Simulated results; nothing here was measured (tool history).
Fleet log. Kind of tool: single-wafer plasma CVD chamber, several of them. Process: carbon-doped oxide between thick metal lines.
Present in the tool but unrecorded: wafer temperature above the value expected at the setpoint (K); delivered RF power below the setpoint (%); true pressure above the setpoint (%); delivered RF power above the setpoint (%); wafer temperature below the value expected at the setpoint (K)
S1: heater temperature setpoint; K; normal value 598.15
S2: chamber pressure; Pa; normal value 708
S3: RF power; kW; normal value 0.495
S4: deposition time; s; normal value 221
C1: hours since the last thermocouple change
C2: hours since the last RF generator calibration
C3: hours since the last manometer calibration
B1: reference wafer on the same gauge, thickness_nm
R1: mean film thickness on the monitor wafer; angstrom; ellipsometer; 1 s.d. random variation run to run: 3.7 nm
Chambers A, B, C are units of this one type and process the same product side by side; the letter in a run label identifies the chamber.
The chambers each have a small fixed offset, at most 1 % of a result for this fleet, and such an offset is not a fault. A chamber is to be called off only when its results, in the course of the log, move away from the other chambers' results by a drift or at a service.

| run | hour | S1 | S2 | S3 | S4 | C1 | C2 | C3 | B1 | R1 |
|---|---|---|---|---|---|---|---|---|---|---|
| 1A | 16.1 | 598.15 | 708 | 0.495 | 221 | 916.3 | 1589.9 | 89.2 | 1100 | 11885 |
| 2C | 24.3 | 598.15 | 708 | 0.495 | 221 | 736.5 | 1345.5 | 505.1 | 1100 | 11965 |
| 3B | 37.6 | 598.15 | 708 | 0.495 | 221 | 270.5 | 489.8 | 642.8 | 1100.9 | 12020 |
|  | 44.2 | chamber C: RF generator calibrated |
| 4B | 46 | 598.15 | 708 | 0.495 | 221 | 278.9 | 498.2 | 651.2 | 1099.1 | 12064 |
| 5C | 62.5 | 598.15 | 708 | 0.495 | 221 | 774.7 | 18.3 | 543.3 | 1100.5 | 12022 |
| 6A | 70.1 | 598.15 | 708 | 0.495 | 221 | 970.3 | 1643.9 | 143.2 | 1100.5 | 11933 |
| 7A | 84 | 598.15 | 708 | 0.495 | 221 | 984.2 | 1657.8 | 157.1 | 1100.7 | 11879 |
| 8B | 97.2 | 598.15 | 708 | 0.495 | 221 | 330.1 | 549.4 | 702.4 | 1099.9 | 12079 |
| 9C | 109.7 | 598.15 | 708 | 0.495 | 221 | 821.9 | 65.5 | 590.5 | 1100.9 | 12056 |
|  | 120.3 | chamber A: RF generator calibrated |
| 10B | 123.4 | 598.15 | 708 | 0.495 | 221 | 356.3 | 575.6 | 728.6 | 1099.8 | 12009 |
| 11A | 132 | 598.15 | 708 | 0.495 | 221 | 1032.2 | 11.7 | 205.1 | 1099.7 | 11900 |
| 12C | 143.8 | 589.15 | 708 | 0.575 | 221 | 856 | 99.6 | 624.6 | 1100.2 | 13560 |
| 13A | 154.5 | 589.15 | 708 | 0.575 | 221 | 1054.7 | 34.2 | 227.6 | 1099.7 | 13536 |
| 14B | 168.4 | 589.15 | 708 | 0.575 | 221 | 401.3 | 620.6 | 773.6 | 1099.3 | 13698 |
| 15C | 182.8 | 598.15 | 708 | 0.495 | 221 | 895 | 138.6 | 663.6 | 1100.1 | 11954 |
| 16A | 192.6 | 598.15 | 708 | 0.495 | 221 | 1092.8 | 72.3 | 265.7 | 1100.7 | 11937 |
| 17C | 200.6 | 598.15 | 708 | 0.495 | 221 | 912.8 | 156.4 | 681.4 | 1100.1 | 12000 |
| 18B | 214.9 | 598.15 | 708 | 0.495 | 221 | 447.8 | 667.1 | 820.1 | 1100.5 | 12023 |
| 19C | 224 | 598.15 | 708 | 0.495 | 221 | 936.2 | 179.8 | 704.8 | 1099.8 | 11975 |
| 20A | 232.2 | 586.15 | 708 | 0.495 | 183 | 1132.4 | 111.9 | 305.3 | 1099.4 | 10293 |
| 21B | 239.9 | 586.15 | 708 | 0.495 | 183 | 472.8 | 692.1 | 845.1 | 1100.8 | 10391 |
| 22A | 247 | 586.15 | 708 | 0.495 | 183 | 1147.2 | 126.7 | 320.1 | 1100.2 | 10393 |
| 23B | 258.9 | 598.15 | 708 | 0.495 | 221 | 491.8 | 711.1 | 864.1 | 1100.6 | 12060 |
| 24C | 271.2 | 598.15 | 708 | 0.495 | 221 | 983.4 | 227 | 752 | 1100.3 | 11969 |
| 25C | 285 | 598.15 | 708 | 0.495 | 221 | 997.2 | 240.8 | 765.8 | 1100.3 | 12061 |
| 26B | 293.5 | 598.15 | 708 | 0.495 | 221 | 526.4 | 745.7 | 898.7 | 1099.7 | 12053 |
| 27A | 308.2 | 598.15 | 708 | 0.495 | 221 | 1208.4 | 187.9 | 381.3 | 1099.1 | 11926 |
| 28C | 317.3 | 598.15 | 708 | 0.495 | 221 | 1029.5 | 273.1 | 798.1 | 1099.5 | 12003 |
| 29A | 328.8 | 598.15 | 708 | 0.495 | 221 | 1229 | 208.5 | 401.9 | 1099.4 | 11915 |
| 30B | 340.1 | 598.15 | 708 | 0.495 | 221 | 573 | 792.3 | 945.3 | 1099.8 | 12039 |
| 31B | 353.4 | 598.15 | 708 | 0.495 | 221 | 586.3 | 805.6 | 958.6 | 1099.9 | 12069 |
| 32A | 365.9 | 598.15 | 708 | 0.495 | 257 | 1266.1 | 245.6 | 439 | 1099.7 | 13803 |
| 33C | 380.2 | 598.15 | 708 | 0.495 | 257 | 1092.4 | 336 | 861 | 1100.7 | 14008 |

One chamber off, gauge drift, or nothing amiss beyond the chambers' own small offsets? If it is a chamber, which one, and what is the likeliest cause?

The fleet is healthy, with each chamber sitting at its usual small offset and no drift in the gauge.
